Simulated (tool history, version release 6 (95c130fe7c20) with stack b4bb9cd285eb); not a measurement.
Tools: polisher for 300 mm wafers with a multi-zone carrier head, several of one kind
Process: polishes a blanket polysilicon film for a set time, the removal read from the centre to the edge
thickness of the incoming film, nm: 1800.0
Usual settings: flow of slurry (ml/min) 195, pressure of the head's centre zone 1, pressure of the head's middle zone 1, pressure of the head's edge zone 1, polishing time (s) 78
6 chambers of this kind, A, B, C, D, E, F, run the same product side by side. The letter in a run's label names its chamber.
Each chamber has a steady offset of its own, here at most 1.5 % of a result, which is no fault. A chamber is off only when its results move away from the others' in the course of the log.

run,hour,flow of slurry (ml/min),pressure of the head's centre zone,pressure of the head's middle zone,pressure of the head's edge zone,polishing time (s),wafers polished on this pad,hours since the slurry nozzle was cleaned,hours since the centre zone pressure was calibrated,hours since the edge zone pressure was calibrated,film removed at the wafer's centre (Å),film removed at mid-radius (Å),film removed at the wafer's edge (Å)
# hour 3.7: chamber E: centre zone pressure recalibrated
1D,3.9,195,1,1,1,78,565,152.6,236.2,53.3,7343.8,7243.6,7149.7
# hour 7.5: chamber A: worn pad replaced by a new one
2E,9,195,1,1,1,78,382,192.9,5.4,225.7,7132.5,7508.7,7339
3F,11.7,195,1,1,1,78,419,149.3,468,417.2,7153.5,7134.8,7290.9
4A,16,195,1,1,1,78,53,558.3,1243.6,520.7,7247.3,7320.1,7202.6
# hour 18.6: chamber D: worn pad replaced by a new one
5B,20,195,1,1,1,78,356,301.4,143.1,335.2,7219.1,7436.4,7077.5
6C,24.5,195,1,1,1,78,492,597.1,1246.3,370.4,7245.5,7378.7,7344.9
7B,29.3,195,1,1,1,78,415,310.7,152.4,344.5,7254.2,7343.5,7251.9
# hour 31: chamber C: worn pad replaced by a new one
8A,32.8,195,1,1,1,78,160,575.1,1260.4,537.5,7250.5,7333.4,7140.4
9D,36.1,195,1,1,1,78,110,184.8,268.4,85.5,7341.1,7035.2,7288.2
10C,39.3,195,1,1,1,78,52,611.9,1261.1,385.2,7166.1,7463.7,7349.9
11F,42.3,195,1,1,1,78,612,179.9,498.6,447.8,7122.1,7350.9,7372.6
12E,46.8,195,1,1,1,78,621,230.7,43.2,263.5,7192,7287.5,7278.9
# hour 50.8: chamber A: centre zone pressure recalibrated
13F,51.9,195,1,1,1,78,673,189.5,508.2,457.4,7130,7224.6,7271.9
14E,54.4,195,1,1,1,78,669,238.3,50.8,271.1,7168.6,7521,7218.7
15A,59.3,195,1,1,1,78,327,601.6,8.5,564,6440.1,7454.5,7094.8
16C,61.6,195,1,1,1,78,193,634.2,1283.4,407.5,7197.8,7070.8,7331.8
17D,65,195,1,1,1,78,293,213.7,297.3,114.4,7408.7,7322.1,7231.3
18B,68.7,195,1,1,1,78,664,350.1,191.8,383.9,7172.8,7316.9,7342
19E,72.5,255,1,1,1,78,784,256.4,68.9,289.2,7483.4,7700.4,7443.9
20A,75.4,255,1,1,1,78,429,617.7,24.6,580.1,6716.3,7572,7440.7
21F,79.4,255,1,1,1,78,847,217,535.7,484.9,7321.2,7571.1,7320.2
# hour 81: chamber B: edge zone pressure recalibrated
22B,84.8,255,1,1,1,78,766,366.2,207.9,3.8,7414.4,7422.1,7466.3
# hour 86.9: chamber A: worn pad replaced by a new one
23C,87.8,255,1,1,1,78,359,660.4,1309.6,433.7,7560.8,7577.8,7509.4
24D,92.4,255,1,1,1,78,466,241.1,324.7,141.8,7618.7,7566.8,7348.6
25F,94.7,195,1,1,1,78,944,232.3,551,500.2,7245,7257,7152.6
26A,97.3,195,1,1,1,78,66,639.6,46.5,602,6427.3,7398.7,7258.5
# hour 97.9: chamber E: worn pad replaced by a new one
27E,99.8,195,1,1,1,78,12,283.7,96.2,316.5,7189.9,7418.9,7042.5
28B,103.1,195,1,1,1,78,882,384.5,226.2,22.1,7101.7,7285.9,7221.2
29C,107,195,1,1,1.04,78,480,679.6,1328.8,452.9,7236.9,7325.2,7422.5
30D,109.5,195,1,1,1.04,78,574,258.2,341.8,158.9,7319.8,7268.4,7405.6
31A,114.5,195,1,1,1.04,78,174,656.8,63.7,619.2,6488.3,7496.1,7289.7
32F,118,195,1,1,1.04,78,1091,255.6,574.3,523.5,7206.6,7244,7335.5
33B,120.4,195,1,1,1.04,78,991,401.8,243.5,39.4,7206.8,7317,7390.2
# hour 121.2: chamber C: worn pad replaced by a new one
# hour 122.4: chamber D: worn pad replaced by a new one
34C,124.7,195,1,1,1.04,78,22,697.3,1346.5,470.6,7303.5,7404.4,7503.7
35D,127.1,195,1,1,1,78,29,275.8,359.4,176.5,7385.3,7200,7260.2
36E,129.7,195,1,1,1,78,201,313.6,126.1,346.4,7166.2,7265.8,7110.5
37C,134.4,250,1,0.95,1,78,83,707,1356.2,480.3,7340,7012.8,7350.2
# hour 138.3: chamber F: worn pad replaced by a new one
38F,139.1,250,1,0.95,1,78,5,276.7,595.4,544.6,7507.9,7084.9,7456.7
39D,142.6,250,1,0.95,1,78,127,291.3,374.9,192,7688.7,7079.8,7360.6

All 6 chambers run these settings next. Forecast each chamber's results:
40A,146.4,195,1,1,1,78,,,,,?,?,?
40B,146.4,195,1,1,1,78,,,,,?,?,?
40C,146.4,195,1,1,1,78,,,,,?,?,?
40D,146.4,195,1,1,1,78,,,,,?,?,?
40E,146.4,195,1,1,1,78,,,,,?,?,?
40F,146.4,195,1,1,1,78,,,,,?,?,?

run,film removed at the wafer's centre (Å),film removed at mid-radius (Å),film removed at the wafer's edge (Å)
40A,6506.3,7388.4,7394.7
40B,7347.7,7325.9,7178.5
40C,7371.6,7251.1,7327.7
40D,7317.8,7284.5,7182.1
40E,7190.8,7190.1,7189.2
40F,7242.1,7215.1,7154.6
